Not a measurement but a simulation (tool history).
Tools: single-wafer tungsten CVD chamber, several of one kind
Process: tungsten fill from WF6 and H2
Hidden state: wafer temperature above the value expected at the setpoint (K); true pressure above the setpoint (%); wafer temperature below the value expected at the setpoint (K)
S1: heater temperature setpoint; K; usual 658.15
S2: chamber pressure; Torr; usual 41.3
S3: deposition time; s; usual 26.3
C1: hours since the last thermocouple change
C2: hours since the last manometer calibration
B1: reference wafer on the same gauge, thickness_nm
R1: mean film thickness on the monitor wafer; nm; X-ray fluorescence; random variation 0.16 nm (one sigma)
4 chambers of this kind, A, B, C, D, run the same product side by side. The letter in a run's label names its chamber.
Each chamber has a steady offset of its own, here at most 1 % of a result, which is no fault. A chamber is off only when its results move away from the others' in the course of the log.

Run 1B, hour 8.3: usual settings; C1 2773.7; C2 1263.5; B1 79.441. Result: R1 66.986 nm.
Run 2C, hour 15.8: usual settings; C1 326.1; C2 716.2; B1 79.427. Result: R1 66.699 nm.
Run 3D, hour 22.9: usual settings; C1 2190.0; C2 758.7; B1 79.366. Result: R1 66.768 nm.
Run 4A, hour 29.1: usual settings; C1 65.6; C2 162.5; B1 79.431. Result: R1 67.430 nm.
Run 5A, hour 36.7: usual settings; C1 73.2; C2 170.1; B1 79.382. Result: R1 66.952 nm.
Run 6D, hour 41.2: usual settings; C1 2208.3; C2 777.0; B1 79.404. Result: R1 66.427 nm.
Run 7C, hour 49.2: usual settings; C1 359.5; C2 749.6; B1 79.400. Result: R1 66.792 nm.
At hour 51.9: chamber D: thermocouple changed; heater temperature recalibrated.
Run 8B, hour 54.3: usual settings; C1 2819.7; C2 1309.5; B1 79.378. Result: R1 66.884 nm.
Run 9C, hour 62.4: usual settings; C1 372.7; C2 762.8; B1 79.404. Result: R1 67.172 nm.
Run 10B, hour 66.8: usual settings; C1 2832.2; C2 1322.0; B1 79.386. Result: R1 66.910 nm.
Run 11D, hour 74.6: usual settings but S1 669.15 K, S2 49.1 Torr; C1 22.7; C2 810.4; B1 79.388. Result: R1 89.294 nm.
At hour 79.6: chamber B: thermocouple changed; heater temperature recalibrated.
Run 12A, hour 82.0: usual settings but S1 669.15 K, S2 49.1 Torr; C1 118.5; C2 215.4; B1 79.401. Result: R1 89.208 nm.
Run 13D, hour 86.3: usual settings but S1 669.15 K, S2 49.1 Torr; C1 34.4; C2 822.1; B1 79.449. Result: R1 89.125 nm.
Run 14A, hour 92.0: usual settings but S1 669.15 K, S2 49.1 Torr; C1 128.5; C2 225.4; B1 79.398. Result: R1 89.450 nm.
Run 15B, hour 96.8: usual settings but S3 22.0 s; C1 17.2; C2 1352.0; B1 79.363. Result: R1 54.607 nm.
Run 16C, hour 104.5: usual settings but S3 22.0 s; C1 414.8; C2 804.9; B1 79.384. Result: R1 56.098 nm.
Run 17D, hour 114.0: usual settings but S3 22.0 s; C1 62.1; C2 849.8; B1 79.373. Result: R1 55.590 nm.
Run 18C, hour 122.6: usual settings but S3 22.0 s; C1 432.9; C2 823.0; B1 79.433. Result: R1 55.765 nm.
Run 19A, hour 127.5: usual settings; C1 164.0; C2 260.9; B1 79.348. Result: R1 67.308 nm.
Run 20B, hour 135.5: usual settings; C1 55.9; C2 1390.7; B1 79.413. Result: R1 65.491 nm.
Run 21A, hour 144.1: usual settings; C1 180.6; C2 277.5; B1 79.398. Result: R1 67.192 nm.
Run 22C, hour 150.2: usual settings; C1 460.5; C2 850.6; B1 79.408. Result: R1 66.810 nm.
Run 23D, hour 154.6: usual settings; C1 102.7; C2 890.4; B1 79.400. Result: R1 66.650 nm.
Run 24B, hour 161.3: usual settings; C1 81.7; C2 1416.5; B1 79.381. Result: R1 65.570 nm.

Next, every chamber runs the same settings. What will each give?
Run 25A, hour 168.1: usual settings but S1 646.15 K. Result: R1 ?.
Run 25B, hour 168.1: usual settings but S1 646.15 K. Result: R1 ?.
Run 25C, hour 168.1: usual settings but S1 646.15 K. Result: R1 ?.
Run 25D, hour 168.1: usual settings but S1 646.15 K. Result: R1 ?.

run      R1
25A  52.946
25B  51.238
25C  52.501
25D  52.275
